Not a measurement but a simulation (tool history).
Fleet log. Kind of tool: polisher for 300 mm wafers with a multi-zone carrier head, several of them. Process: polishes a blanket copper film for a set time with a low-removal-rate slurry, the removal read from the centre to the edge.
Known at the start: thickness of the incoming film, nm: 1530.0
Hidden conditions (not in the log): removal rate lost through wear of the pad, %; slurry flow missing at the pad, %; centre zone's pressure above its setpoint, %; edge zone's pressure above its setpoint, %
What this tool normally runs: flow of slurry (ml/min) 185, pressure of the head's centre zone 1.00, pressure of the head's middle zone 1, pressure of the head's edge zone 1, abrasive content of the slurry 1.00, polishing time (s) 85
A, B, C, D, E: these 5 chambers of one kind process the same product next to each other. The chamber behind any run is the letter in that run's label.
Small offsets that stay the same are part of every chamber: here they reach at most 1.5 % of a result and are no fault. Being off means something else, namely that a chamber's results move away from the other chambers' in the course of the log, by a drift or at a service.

| run | hour | flow of slurry (ml/min) | pressure of the head's centre zone | pressure of the head's middle zone | pressure of the head's edge zone | abrasive content of the slurry | polishing time (s) | wafers polished on this pad | hours since the slurry nozzle was cleaned | hours since the centre zone pressure was calibrated | hours since the edge zone pressure was calibrated | film removed at the wafer's centre (angstrom) | film removed at mid-radius (angstrom) | film removed at the wafer's edge (angstrom) |
|---|---|---|---|---|---|---|---|---|---|---|---|---|---|---|
|  | 0.3 | chamber D: worn pad replaced by a new one |
| 1E | 4.3 | 185 | 1.00 | 1 | 1 | 1.00 | 85 | 969 | 195.4 | 22.0 | 321.9 | 3967.1 | 3959.4 | 3962.0 |
|  | 8.3 | chamber A: worn pad replaced by a new one |
| 2D | 8.8 | 185 | 1.00 | 1 | 1 | 1.00 | 85 | 43 | 151.6 | 971.8 | 26.5 | 3904.7 | 4003.9 | 3891.7 |
| 3A | 13.8 | 185 | 1.00 | 1 | 1 | 1.00 | 85 | 28 | 194.5 | 158.6 | 260.8 | 3883.6 | 3881.9 | 3899.7 |
| 4C | 18.1 | 185 | 1.00 | 1 | 1 | 1.00 | 85 | 169 | 429.8 | 360.4 | 147.3 | 3967.8 | 3915.8 | 3972.3 |
| 5B | 22.3 | 185 | 1.00 | 1 | 1 | 1.00 | 85 | 828 | 47.4 | 494.5 | 478.5 | 3975.0 | 3824.3 | 3881.1 |
|  | 24.7 | chamber E: worn pad replaced by a new one |
| 6E | 25.4 | 185 | 1.00 | 1 | 1 | 1.00 | 85 | 4 | 216.5 | 43.1 | 343.0 | 3943.6 | 3897.0 | 3976.2 |
| 7B | 28.0 | 185 | 1.00 | 1 | 1 | 1.25 | 85 | 857 | 53.1 | 500.2 | 484.2 | 4082.8 | 4090.4 | 4155.0 |
| 8D | 31.4 | 185 | 1.00 | 1 | 1 | 1.25 | 85 | 157 | 174.2 | 994.4 | 49.1 | 4109.5 | 4142.4 | 4037.1 |
| 9A | 35.8 | 185 | 1.00 | 1 | 1 | 1.25 | 85 | 139 | 216.5 | 180.6 | 282.8 | 4131.5 | 4065.8 | 4097.4 |
| 10C | 41.0 | 185 | 1.00 | 1 | 1 | 1.25 | 85 | 285 | 452.7 | 383.3 | 170.2 | 4120.2 | 4060.3 | 4155.4 |
|  | 45.2 | chamber D: centre zone pressure recalibrated |
| 11E | 46.2 | 185 | 1.00 | 1 | 1 | 1.25 | 85 | 109 | 237.3 | 63.9 | 363.8 | 4089.6 | 4138.5 | 4184.2 |
| 12B | 52.0 | 185 | 1.00 | 1 | 1 | 1.25 | 85 | 979 | 77.1 | 524.2 | 508.2 | 4098.0 | 4054.6 | 4088.0 |
|  | 53.5 | chamber B: worn pad replaced by a new one |
| 13D | 56.5 | 185 | 1.00 | 1 | 1 | 1.25 | 85 | 284 | 199.3 | 11.3 | 74.2 | 4500.9 | 4087.7 | 4033.1 |
| 14A | 60.3 | 185 | 1.00 | 1 | 1 | 1.25 | 85 | 263 | 241.0 | 205.1 | 307.3 | 4099.4 | 4150.9 | 4152.5 |
| 15C | 65.2 | 185 | 1.00 | 1 | 1 | 1.25 | 85 | 407 | 476.9 | 407.5 | 194.4 | 4174.0 | 4155.2 | 4139.6 |
| 16B | 69.4 | 185 | 1.00 | 1 | 1 | 1.25 | 85 | 80 | 94.5 | 541.6 | 525.6 | 4093.9 | 4052.7 | 4140.0 |
|  | 73.7 | chamber C: slurry nozzle cleaned |
| 17A | 74.6 | 185 | 1.00 | 1 | 1 | 1.00 | 85 | 336 | 255.3 | 219.4 | 321.6 | 3919.3 | 3918.8 | 3971.9 |
| 18D | 77.5 | 185 | 1.00 | 1 | 1 | 1.00 | 85 | 390 | 220.3 | 32.3 | 95.2 | 4382.1 | 3921.1 | 3915.8 |
| 19E | 81.1 | 185 | 1.00 | 1 | 1 | 1.00 | 85 | 286 | 272.2 | 98.8 | 398.7 | 3946.6 | 3973.3 | 3889.4 |
| 20C | 83.7 | 185 | 1.00 | 1 | 1 | 1.00 | 85 | 501 | 10.0 | 426.0 | 212.9 | 3890.0 | 3998.9 | 3878.7 |
|  | 87.9 | chamber E: slurry nozzle cleaned |
| 21B | 88.1 | 185 | 1.00 | 1 | 1 | 1.00 | 85 | 175 | 113.2 | 560.3 | 544.3 | 3939.7 | 3837.2 | 3929.4 |
|  | 91.6 | chamber C: centre zone pressure recalibrated |
| 22E | 91.7 | 185 | 1.08 | 1 | 1 | 1.00 | 72 | 339 | 3.9 | 109.4 | 409.3 | 3576.0 | 3394.1 | 3392.3 |
| 23D | 95.0 | 185 | 1.08 | 1 | 1 | 1.00 | 72 | 479 | 237.8 | 49.8 | 112.7 | 3968.7 | 3274.2 | 3324.9 |
|  | 98.4 | chamber C: worn pad replaced by a new one |
| 24C | 100.5 | 185 | 1.08 | 1 | 1 | 1.00 | 72 | 10 | 26.8 | 8.9 | 229.7 | 3606.6 | 3446.2 | 3324.9 |
| 25A | 105.5 | 185 | 1.08 | 1 | 1 | 1.00 | 72 | 492 | 286.2 | 250.3 | 352.5 | 3581.3 | 3335.5 | 3306.9 |
| 26A | 110.4 | 185 | 1.08 | 1 | 1 | 1.00 | 72 | 517 | 291.1 | 255.2 | 357.4 | 3624.3 | 3270.3 | 3340.3 |
| 27C | 114.8 | 185 | 1.00 | 1 | 1 | 1.00 | 85 | 83 | 41.1 | 23.2 | 244.0 | 3879.0 | 3983.3 | 3951.8 |
| 28D | 119.3 | 185 | 1.00 | 1 | 1 | 1.00 | 85 | 602 | 262.1 | 74.1 | 137.0 | 4264.5 | 3948.9 | 3924.8 |
| 29B | 123.6 | 185 | 1.00 | 1 | 1 | 1.00 | 85 | 355 | 148.7 | 595.8 | 579.8 | 3896.9 | 3932.3 | 3898.0 |
| 30E | 128.2 | 185 | 1.00 | 1 | 1 | 1.00 | 85 | 524 | 40.4 | 145.9 | 445.8 | 3896.0 | 3909.7 | 3955.2 |
| 31A | 132.9 | 185 | 1.00 | 1 | 1 | 1.00 | 85 | 631 | 313.6 | 277.7 | 379.9 | 3901.1 | 3952.8 | 3907.2 |

Next, every chamber runs the same settings. What will each give?
| 32A | 137.1 | 185 | 1.00 | 1 | 1 | 1.00 | 85 |  |  |  |  | ? | ? | ? |
| 32B | 137.1 | 185 | 1.00 | 1 | 1 | 1.00 | 85 |  |  |  |  | ? | ? | ? |
| 32C | 137.1 | 185 | 1.00 | 1 | 1 | 1.00 | 85 |  |  |  |  | ? | ? | ? |
| 32D | 137.1 | 185 | 1.00 | 1 | 1 | 1.00 | 85 |  |  |  |  | ? | ? | ? |
| 32E | 137.1 | 185 | 1.00 | 1 | 1 | 1.00 | 85 |  |  |  |  | ? | ? | ? |

| run | film removed at the wafer's centre (angstrom) | film removed at mid-radius (angstrom) | film removed at the wafer's edge (angstrom) |
|---|---|---|---|
| 32A | 3940.1 | 3908.2 | 3909.2 |
| 32B | 3951.5 | 3903.4 | 3873.5 |
| 32C | 3927.9 | 3893.3 | 3860.7 |
| 32D | 4306.8 | 3968.4 | 3918.5 |
| 32E | 3958.7 | 3970.7 | 3939.8 |
